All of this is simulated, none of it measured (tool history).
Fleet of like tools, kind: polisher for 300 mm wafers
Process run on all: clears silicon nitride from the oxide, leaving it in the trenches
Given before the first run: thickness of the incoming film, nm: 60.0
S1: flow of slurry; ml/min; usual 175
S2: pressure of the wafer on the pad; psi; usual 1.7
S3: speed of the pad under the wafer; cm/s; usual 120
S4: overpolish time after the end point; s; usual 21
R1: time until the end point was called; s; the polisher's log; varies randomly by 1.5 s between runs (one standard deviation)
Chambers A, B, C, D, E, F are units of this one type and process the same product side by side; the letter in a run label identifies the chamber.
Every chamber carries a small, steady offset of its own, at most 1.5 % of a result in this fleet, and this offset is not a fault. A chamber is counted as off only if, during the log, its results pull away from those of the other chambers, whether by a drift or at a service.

run 1F day=0.283 | S1=175 S2=1.7 S3=120 S4=21 | R1=79.482
run 2D day=0.592 | S1=175 S2=1.7 S3=120 S4=21 | R1=79.721
run 3A day=0.783 | S1=175 S2=1.7 S3=120 S4=21 | R1=78.185
run 4B day=0.925 | S1=175 S2=1.7 S3=120 S4=21 | R1=77.731
run 5C day=1.133 | S1=175 S2=1.7 S3=120 S4=21 | R1=77.615
-- day=1.354 chamber C: slurry nozzle cleaned
run 6E day=1.438 | S1=175 S2=1.7 S3=120 S4=21 | R1=79.228
-- day=1.688 chamber D: worn pad replaced by a new one
run 7B day=1.712 | S1=175 S2=1.7 S3=136 S4=21 | R1=69.430
run 8E day=1.912 | S1=175 S2=1.7 S3=136 S4=21 | R1=66.138
run 9F day=2.108 | S1=175 S2=1.7 S3=136 S4=21 | R1=66.794
run 10A day=2.396 | S1=175 S2=1.7 S3=136 S4=21 | R1=70.117
-- day=2.517 chamber A: worn pad replaced by a new one
-- day=2.533 chamber C: worn pad replaced by a new one
-- day=2.558 chamber B: worn pad replaced by a new one
run 11D day=2.650 | S1=175 S2=1.7 S3=136 S4=21 | R1=68.495
run 12C day=2.808 | S1=175 S2=1.7 S3=136 S4=21 | R1=70.758
-- day=2.850 chamber E: worn pad replaced by a new one
run 13A day=3.108 | S1=175 S2=1.7 S3=94 S4=21 | R1=100.260
-- day=3.133 chamber F: worn pad replaced by a new one
run 14D day=3.346 | S1=175 S2=1.7 S3=94 S4=21 | R1=98.708
run 15C day=3.517 | S1=175 S2=1.7 S3=94 S4=21 | R1=96.989
run 16E day=3.771 | S1=175 S2=1.7 S3=94 S4=21 | R1=100.190
run 17B day=3.917 | S1=175 S2=1.7 S3=94 S4=21 | R1=101.500
run 18F day=4.054 | S1=175 S2=1.7 S3=94 S4=21 | R1=100.390
run 19F day=4.246 | S1=175 S2=1.7 S3=120 S4=21 | R1=78.020
run 20D day=4.454 | S1=175 S2=1.7 S3=120 S4=21 | R1=79.428
-- day=4.579 chamber D: head pressure recalibrated
run 21E day=4.604 | S1=175 S2=1.7 S3=120 S4=21 | R1=77.164
run 22B day=4.833 | S1=175 S2=1.7 S3=120 S4=21 | R1=78.494
run 23C day=5.071 | S1=175 S2=1.7 S3=120 S4=21 | R1=79.345
-- day=5.212 chamber D: worn pad replaced by a new one
run 24A day=5.258 | S1=175 S2=1.7 S3=120 S4=21 | R1=79.352
run 25E day=5.533 | S1=220 S2=1.7 S3=120 S4=15 | R1=78.714
run 26A day=5.812 | S1=220 S2=1.7 S3=120 S4=15 | R1=74.596
-- day=5.838 chamber E: worn pad replaced by a new one
-- day=5.908 chamber A: worn pad replaced by a new one
run 27F day=5.971 | S1=220 S2=1.7 S3=120 S4=15 | R1=72.482
run 28D day=6.250 | S1=220 S2=1.7 S3=120 S4=15 | R1=74.795
-- day=6.262 chamber F: worn pad replaced by a new one
run 29B day=6.438 | S1=220 S2=1.7 S3=120 S4=15 | R1=77.489
run 30C day=6.633 | S1=220 S2=1.7 S3=120 S4=15 | R1=75.515
run 31A day=6.871 | S1=175 S2=1.7 S3=120 S4=21 | R1=78.137
run 32B day=7.129 | S1=175 S2=1.7 S3=120 S4=21 | R1=76.635
run 33D day=7.329 | S1=175 S2=1.7 S3=120 S4=21 | R1=76.490
run 34E day=7.525 | S1=175 S2=1.7 S3=120 S4=21 | R1=75.207
run 35C day=7.788 | S1=175 S2=1.7 S3=120 S4=21 | R1=74.494
run 36F day=7.967 | S1=175 S2=1.7 S3=120 S4=21 | R1=76.738
run 37C day=8.129 | S1=175 S2=1.7 S3=120 S4=21 | R1=76.811
run 38E day=8.421 | S1=175 S2=1.7 S3=120 S4=21 | R1=76.438
-- day=8.471 chamber E: slurry nozzle cleaned
run 39B day=8.708 | S1=175 S2=1.7 S3=120 S4=21 | R1=79.582
-- day=8.767 chamber F: slurry nozzle cleaned
-- day=8.892 chamber D: worn pad replaced by a new one
-- day=8.892 chamber A: worn pad replaced by a new one
-- day=8.912 chamber E: worn pad replaced by a new one
run 40D day=8.958 | S1=175 S2=1.7 S3=120 S4=21 | R1=76.575
run 41F day=9.150 | S1=175 S2=1.7 S3=120 S4=21 | R1=76.297
run 42A day=9.367 | S1=175 S2=1.7 S3=120 S4=21 | R1=75.773
run 43E day=9.667 | S1=175 S2=1.7 S3=120 S4=21 | R1=75.400
run 44A day=9.842 | S1=175 S2=1.7 S3=92 S4=33 | R1=102.360

Next, every chamber runs the same settings. What will each give?
run 45A day=10.067 | S1=175 S2=1.7 S3=120 S4=21 | R1=?
run 45B day=10.067 | S1=175 S2=1.7 S3=120 S4=21 | R1=?
run 45C day=10.067 | S1=175 S2=1.7 S3=120 S4=21 | R1=?
run 45D day=10.067 | S1=175 S2=1.7 S3=120 S4=21 | R1=?
run 45E day=10.067 | S1=175 S2=1.7 S3=120 S4=21 | R1=?
run 45F day=10.067 | S1=175 S2=1.7 S3=120 S4=21 | R1=?

run=45A R1=79.023
run=45B R1=76.637
run=45C R1=75.071
run=45D R1=78.717
run=45E R1=79.816
run=45F R1=77.431

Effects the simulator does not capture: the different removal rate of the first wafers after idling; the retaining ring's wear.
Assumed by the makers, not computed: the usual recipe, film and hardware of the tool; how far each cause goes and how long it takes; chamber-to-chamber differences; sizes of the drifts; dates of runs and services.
